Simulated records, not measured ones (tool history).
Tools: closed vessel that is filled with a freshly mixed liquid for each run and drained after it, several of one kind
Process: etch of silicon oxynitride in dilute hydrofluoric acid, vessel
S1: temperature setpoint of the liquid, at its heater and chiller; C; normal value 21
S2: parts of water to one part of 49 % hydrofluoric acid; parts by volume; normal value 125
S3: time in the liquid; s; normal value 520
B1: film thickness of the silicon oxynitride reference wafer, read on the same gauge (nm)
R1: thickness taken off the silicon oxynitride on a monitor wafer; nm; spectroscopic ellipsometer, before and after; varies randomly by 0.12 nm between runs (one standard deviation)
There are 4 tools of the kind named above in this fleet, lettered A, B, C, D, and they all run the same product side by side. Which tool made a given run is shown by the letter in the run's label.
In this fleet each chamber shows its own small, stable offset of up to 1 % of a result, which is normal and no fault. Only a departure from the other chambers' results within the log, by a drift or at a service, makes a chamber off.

run 1C hour=4.4 | S1=21 S2=125 S3=520 | B1=69.982 | R1=14.053
run 2D hour=11.3 | S1=21 S2=125 S3=520 | B1=69.992 | R1=14.317
run 3B hour=16.1 | S1=21 S2=125 S3=520 | B1=69.98 | R1=14.185
run 4A hour=23.2 | S1=21 S2=125 S3=520 | B1=70.024 | R1=14.296
run 5A hour=27.4 | S1=21 S2=125 S3=520 | B1=69.993 | R1=13.963
run 6C hour=34.4 | S1=21 S2=125 S3=520 | B1=69.999 | R1=14.242
run 7D hour=40.8 | S1=25.5 S2=80 S3=520 | B1=69.983 | R1=29.044
run 8B hour=48.2 | S1=25.5 S2=80 S3=520 | B1=70.029 | R1=28.433
run 9A hour=54.5 | S1=25.5 S2=80 S3=520 | B1=70.005 | R1=28.461
run 10D hour=59.9 | S1=25.5 S2=80 S3=520 | B1=70 | R1=28.746
run 11C hour=63.8 | S1=21 S2=125 S3=520 | B1=70.004 | R1=14.233
run 12B hour=68.7 | S1=21 S2=125 S3=520 | B1=69.977 | R1=14.122
run 13D hour=74.7 | S1=21 S2=125 S3=520 | B1=70.016 | R1=14.165
run 14A hour=80.6 | S1=21 S2=125 S3=520 | B1=70.012 | R1=14.271
run 15B hour=85.7 | S1=21 S2=125 S3=520 | B1=69.997 | R1=14.173
-- hour=90.9 chamber C: thermometer replaced
run 16C hour=93.4 | S1=21 S2=125 S3=520 | B1=70.003 | R1=14.246
run 17A hour=98 | S1=21 S2=125 S3=520 | B1=69.996 | R1=13.937
run 18B hour=103.7 | S1=21 S2=125 S3=520 | B1=70.014 | R1=14.138
run 19D hour=108.9 | S1=21 S2=125 S3=520 | B1=69.998 | R1=14.275
run 20C hour=114.1 | S1=21 S2=125 S3=520 | B1=69.983 | R1=14.41
-- hour=115.5 chamber D: hydrofluoric acid flow meter replaced
run 21B hour=120.4 | S1=21 S2=125 S3=520 | B1=70.029 | R1=14.11
run 22D hour=127.2 | S1=21 S2=125 S3=520 | B1=70.022 | R1=14.041
run 23C hour=132.3 | S1=17 S2=125 S3=355 | B1=70.014 | R1=8.1466
run 24A hour=137.1 | S1=17 S2=125 S3=355 | B1=69.959 | R1=8.0996
run 25A hour=141.2 | S1=17 S2=125 S3=355 | B1=69.996 | R1=8.0538
run 26D hour=145 | S1=17 S2=125 S3=355 | B1=69.991 | R1=8.0016
run 27B hour=151.4 | S1=21 S2=125 S3=520 | B1=70.024 | R1=13.946
run 28C hour=155 | S1=21 S2=125 S3=520 | B1=70.008 | R1=14.79
run 29C hour=160.9 | S1=21 S2=125 S3=520 | B1=70.027 | R1=14.731
run 30D hour=165.7 | S1=21 S2=125 S3=520 | B1=69.98 | R1=14.068
run 31A hour=172.1 | S1=21 S2=125 S3=520 | B1=70.015 | R1=14.1
run 32B hour=177.4 | S1=21 S2=125 S3=520 | B1=70.023 | R1=14.103
run 33D hour=183.6 | S1=24.5 S2=125 S3=520 | B1=70.01 | R1=17.084
run 34C hour=188.5 | S1=24.5 S2=125 S3=520 | B1=70.016 | R1=17.856
-- hour=189.2 chamber B: hydrofluoric acid flow meter replaced
run 35A hour=194.7 | S1=24.5 S2=125 S3=520 | B1=69.992 | R1=16.592
run 36B hour=198.3 | S1=24.5 S2=125 S3=520 | B1=70.005 | R1=16.662
run 37C hour=205.2 | S1=21 S2=125 S3=520 | B1=70.014 | R1=15.102
run 38D hour=212.5 | S1=21 S2=125 S3=520 | B1=70.002 | R1=14.294

One chamber off, gauge drift, or nothing amiss beyond the chambers' own small offsets? If it is a chamber, which one, and what is the likeliest cause?

It is chamber C that slowly wanders off from its peers.
Cause: hydrofluoric acid flow above the setpoint (%) = 5.28.

Here are 4 candidates for chamber C's next run, each the usual settings with a change, their results left as question marks. Which one brings its results back in line with what the others give on the usual settings?
Allowed miss from the other chambers' usual-settings mean, per result, to count as in line: R1 0.43 nm
run 39C-1 hour=218.1 | S1=21 S2=130 S3=505 | R1=?
run 39C-2 hour=218.1 | S1=21.5 S2=120 S3=560 | R1=?
run 39C-3 hour=218.1 | S1=18.5 S2=125 S3=520 | R1=?
run 39C-4 hour=218.1 | S1=21 S2=125 S3=555 | R1=?

What the other chambers average on the usual settings: R1 14.167 nm
run=39C-1 R1=14.133
run=39C-2 R1=17.533
run=39C-3 R1=13.435
run=39C-4 R1=16.214
The right change is 39C-1: it brings the chamber back within the allowed miss of the others.
